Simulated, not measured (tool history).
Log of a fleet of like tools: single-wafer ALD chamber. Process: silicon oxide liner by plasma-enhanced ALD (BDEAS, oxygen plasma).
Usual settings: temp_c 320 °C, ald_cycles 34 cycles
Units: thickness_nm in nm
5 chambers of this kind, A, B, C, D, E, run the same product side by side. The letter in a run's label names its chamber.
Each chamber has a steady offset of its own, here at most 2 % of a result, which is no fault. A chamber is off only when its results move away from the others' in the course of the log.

| run | hour | temp_c | ald_cycles | hours since the last thermocouple change | read-back reference wafer on the same gauge, thickness_nm | thickness_nm |
|---|---|---|---|---|---|---|
|  | 4.2 | chamber C: thermocouple changed; heater temperature recalibrated |
| 1A | 10.1 | 320 | 34 | 97.9 | 3.4609 | 3.0948 |
| 2E | 18.2 | 320 | 34 | 406.4 | 3.4609 | 3.0932 |
| 3B | 30 | 320 | 34 | 69.7 | 3.4603 | 3.0783 |
| 4C | 43.2 | 320 | 34 | 39.1 | 3.4628 | 3.0774 |
| 5D | 54 | 320 | 34 | 791.2 | 3.4629 | 3.1221 |
| 6E | 62.9 | 320 | 34 | 451.1 | 3.4637 | 3.1014 |
| 7B | 74.3 | 320 | 34 | 114 | 3.4649 | 3.0788 |
| 8C | 82.7 | 320 | 34 | 78.6 | 3.4647 | 3.0791 |
| 9A | 89.4 | 320 | 34 | 177.2 | 3.4651 | 3.1015 |
| 10D | 96.1 | 320 | 34 | 833.3 | 3.4639 | 3.1272 |
| 11A | 102.8 | 320 | 34 | 190.6 | 3.4659 | 3.0971 |
| 12E | 113.7 | 320 | 34 | 501.9 | 3.4665 | 3.0997 |
| 13B | 120.9 | 320 | 34 | 160.6 | 3.4658 | 3.0775 |
| 14C | 133.1 | 320 | 34 | 129 | 3.4667 | 3.0826 |
| 15D | 142.5 | 320 | 34 | 879.7 | 3.4674 | 3.1276 |
| 16E | 152.8 | 320 | 34 | 541 | 3.4676 | 3.1061 |
| 17A | 158.6 | 320 | 34 | 246.4 | 3.4679 | 3.093 |
| 18B | 171.6 | 320 | 34 | 211.3 | 3.4698 | 3.0914 |
| 19D | 183.7 | 330 | 31 | 920.9 | 3.4693 | 2.8074 |
| 20C | 191 | 330 | 31 | 186.9 | 3.4696 | 2.7659 |
| 21B | 197.4 | 330 | 31 | 237.1 | 3.47 | 2.7744 |
| 22C | 203.8 | 330 | 31 | 199.7 | 3.4706 | 2.7709 |
| 23A | 211.2 | 330 | 31 | 299 | 3.471 | 2.7868 |
| 24D | 220.1 | 320 | 34 | 957.3 | 3.4714 | 3.135 |
| 25E | 230.6 | 320 | 38 | 618.8 | 3.4734 | 3.4786 |
| 26E | 243.7 | 320 | 38 | 631.9 | 3.4729 | 3.4735 |
| 27D | 256.8 | 320 | 38 | 994 | 3.4749 | 3.503 |
| 28C | 268.2 | 320 | 38 | 264.1 | 3.4749 | 3.4474 |
| 29A | 278.5 | 320 | 38 | 366.3 | 3.4744 | 3.4686 |
| 30B | 289.3 | 320 | 34 | 329 | 3.4746 | 3.086 |
| 31E | 300.7 | 320 | 34 | 688.9 | 3.4755 | 3.1038 |
| 32B | 308.8 | 320 | 34 | 348.5 | 3.476 | 3.0897 |
| 33A | 316.7 | 320 | 34 | 404.5 | 3.4756 | 3.108 |
| 34D | 327.6 | 320 | 34 | 1064.8 | 3.4764 | 3.1336 |

What goes on in this fleet: one chamber off, a drifting gauge, or nothing beyond the chambers' own small offsets? Name the chamber and the cause, if any.

The gauge drifts, so all chambers seem to drift together. No chamber is off.
Cause: gauge reads high (%) = 0.507.
